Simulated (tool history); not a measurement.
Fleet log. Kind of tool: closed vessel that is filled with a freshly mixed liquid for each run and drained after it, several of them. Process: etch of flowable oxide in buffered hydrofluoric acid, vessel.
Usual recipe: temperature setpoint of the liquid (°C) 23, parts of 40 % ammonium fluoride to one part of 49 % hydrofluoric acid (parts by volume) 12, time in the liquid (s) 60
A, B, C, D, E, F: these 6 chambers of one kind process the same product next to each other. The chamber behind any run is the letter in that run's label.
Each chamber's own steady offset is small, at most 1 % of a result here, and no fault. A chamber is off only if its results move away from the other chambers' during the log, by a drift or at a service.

run   hour  temperature setpoint of the liquid (°C)  parts of 40 % ammonium fluoride to one part of 49 % hydrofluoric acid (parts by volume)  time in the liquid (s)  hours since the thermometer was replaced  hours since the hydrofluoric acid flow meter was replaced  read-back film thickness of the flowable oxide reference wafer, read on the same gauge (nm)  thickness taken off the flowable oxide on a monitor wafer (nm)
 1A    6.2                                       23                                                                                       12                      60                                     409.5                                                      179.8                                                                                       80.032                                                          114.72
 2D   18.1                                       23                                                                                       12                      60                                       352                                                     1099.9                                                                                       79.977                                                          118.39
 3F   29.1                                       23                                                                                       12                      60                                    1027.7                                                     1713.4                                                                                       79.969                                                          117.74
 4C   40.4                                       23                                                                                       12                      60                                       736                                                      360.8                                                                                       79.978                                                          117.05
 5E   52.3                                       20                                                                                       12                      40                                     374.6                                                      189.9                                                                                       80.011                                                          64.927
 6B   59.2                                       20                                                                                       12                      40                                     508.3                                                      479.6                                                                                       79.974                                                          67.012
 7A   67.7                                       20                                                                                       12                      40                                       471                                                      241.3                                                                                       79.937                                                          66.634
 8C   73.7                                       20                                                                                       12                      40                                     769.3                                                      394.1                                                                                       79.981                                                          67.886
 9B   79.4                                       20                                                                                       12                      40                                     528.5                                                      499.8                                                                                       79.973                                                          66.688
10F   86.6                                       20                                                                                       12                      40                                    1085.2                                                     1770.9                                                                                        80.03                                                          66.669
11D   93.9                                       23                                                                                       12                      60                                     427.8                                                     1175.7                                                                                       79.978                                                          117.86
12E    100                                       23                                                                                       12                      60                                     422.3                                                      237.6                                                                                       80.031                                                          116.63
13B  107.2                                       23                                                                                       12                      60                                     556.3                                                      527.6                                                                                        80.03                                                           116.5
14C  118.3                                       23                                                                                       12                      60                                     813.9                                                      438.7                                                                                       80.011                                                          117.44
15A  129.7                                       23                                                                                       15                      60                                       533                                                      303.3                                                                                       80.003                                                          94.819
16D  136.1                                       23                                                                                       15                      60                                       470                                                     1217.9                                                                                       80.019                                                          93.135
17F  144.3                                       23                                                                                       15                      60                                    1142.9                                                     1828.6                                                                                        79.99                                                          96.073
18E  151.2                                       23                                                                                       15                      60                                     473.5                                                      288.8                                                                                       80.002                                                          91.895
19F  157.6                                       23                                                                                       15                      60                                    1156.2                                                     1841.9                                                                                       80.018                                                          96.176
20E  167.5                                       23                                                                                       15                      60                                     489.8                                                      305.1                                                                                       79.979                                                          92.823
21B  174.5                                       23                                                                                       12                      60                                     623.6                                                      594.9                                                                                       79.975                                                          118.13
22D  184.3                                       23                                                                                       12                      60                                     518.2                                                     1266.1                                                                                       79.985                                                           116.4
23C  195.2                                       23                                                                                       12                      60                                     890.8                                                      515.6                                                                                        79.96                                                          117.36
24A  201.6                                       23                                                                                       12                      60                                     604.9                                                      375.2                                                                                       80.004                                                          118.37
25F  206.8                                       23                                                                                       12                      60                                    1205.4                                                     1891.1                                                                                       79.977                                                          122.74
26B  212.8                                       23                                                                                       12                      60                                     661.9                                                      633.2                                                                                       79.986                                                          117.84
27E  223.7                                       23                                                                                       12                      60                                       546                                                      361.3                                                                                       79.974                                                          117.47
28C  233.5                                       23                                                                                       12                      60                                     929.1                                                      553.9                                                                                       80.012                                                          116.53
29A  240.7                                       23                                                                                       12                      60                                       644                                                      414.3                                                                                       80.032                                                          118.14
30D  251.7                                       23                                                                                       12                      35                                     585.6                                                     1333.5                                                                                       80.031                                                          69.399
31F    259                                       23                                                                                       12                      35                                    1257.6                                                     1943.3                                                                                       79.965                                                          72.488
32E  267.5                                       23                                                                                       12                      35                                     589.8                                                      405.1                                                                                       80.001                                                          67.042
33C  278.8                                       23                                                                                       12                      35                                     974.4                                                      599.2                                                                                        80.01                                                          69.204
34D  287.3                                       23                                                                                       12                      35                                     621.2                                                     1369.1                                                                                       79.975                                                          67.724
     292.1  -- chamber A: hydrofluoric acid flow meter replaced
     292.5  -- chamber D: thermometer replaced
35B  296.5                                       23                                                                                       12                      35                                     745.6                                                      716.9                                                                                       80.024                                                          68.614
36A  308.3                                       23                                                                                       12                      60                                     711.6                                                       16.3                                                                                       80.038                                                          117.66
37A    320                                       23                                                                                       12                      60                                     723.3                                                         28                                                                                       80.008                                                          117.08
     321.3  -- chamber B: thermometer replaced
38B    328                                     19.5                                                                                       12                      60                                       6.7                                                      748.4                                                                                       79.983                                                          96.235
     328.3  -- chamber A: thermometer replaced
39E  336.2                                     19.5                                                                                       12                      60                                     658.5                                                      473.8                                                                                       80.032                                                          94.877
40C    342                                     19.5                                                                                       12                      60                                    1037.6                                                      662.4                                                                                       80.009                                                          97.141
41D  350.4                                     19.5                                                                                       12                      60                                      57.9                                                     1432.2                                                                                       79.992                                                          96.885
42F  355.9                                     19.5                                                                                       12                      60                                    1354.5                                                     2040.2                                                                                       79.974                                                          105.97
43D  367.5                                     19.5                                                                                       12                      60                                        75                                                     1449.3                                                                                       79.991                                                          96.152
44A  375.3                                       23                                                                                       12                      60                                      47.1                                                       83.3                                                                                       80.012                                                          115.36

Read the log: is a single chamber off, either drifting away or since a service, is the gauge that measures every chamber drifting, or is nothing wrong beyond small per-chamber offsets? Name any odd chamber and what most likely caused it.

Chamber F drifts away from the others.
Likeliest cause: liquid hotter than its thermometer reads (K) = 2.08.
The log might look much the same if the cause were instead: hydrofluoric acid flow above the setpoint (%).

Chamber F could run next with any of the 4 candidate recipes listed below; each alters the usual settings, and their results appear as question marks. Which one brings its results back in line with what the other chambers deliver on the usual settings?
In line means no further than this from the other chambers' mean on the usual settings: thickness taken off the flowable oxide on a monitor wafer (nm) 3.5
45F-1  383.9                                       23                                                                                       15                      60                                                                                                                                                                                                                                                                 ?
45F-2  383.9                                       23                                                                                       12                      75                                                                                                                                                                                                                                                                 ?
45F-3  383.9                                       23                                                                                     11.5                      65                                                                                                                                                                                                                                                                 ?
45F-4  383.9                                       21                                                                                       12                      60                                                                                                                                                                                                                                                                 ?

What the other chambers average on the usual settings: thickness taken off the flowable oxide on a monitor wafer (nm) 117.16
  run  thickness taken off the flowable oxide on a monitor wafer (nm)
45F-1                                                          105.17
45F-2                                                          163.33
45F-3                                                          147.51
45F-4                                                          116.97
45F-4 is the one that brings the chamber's results back in line with the other chambers.

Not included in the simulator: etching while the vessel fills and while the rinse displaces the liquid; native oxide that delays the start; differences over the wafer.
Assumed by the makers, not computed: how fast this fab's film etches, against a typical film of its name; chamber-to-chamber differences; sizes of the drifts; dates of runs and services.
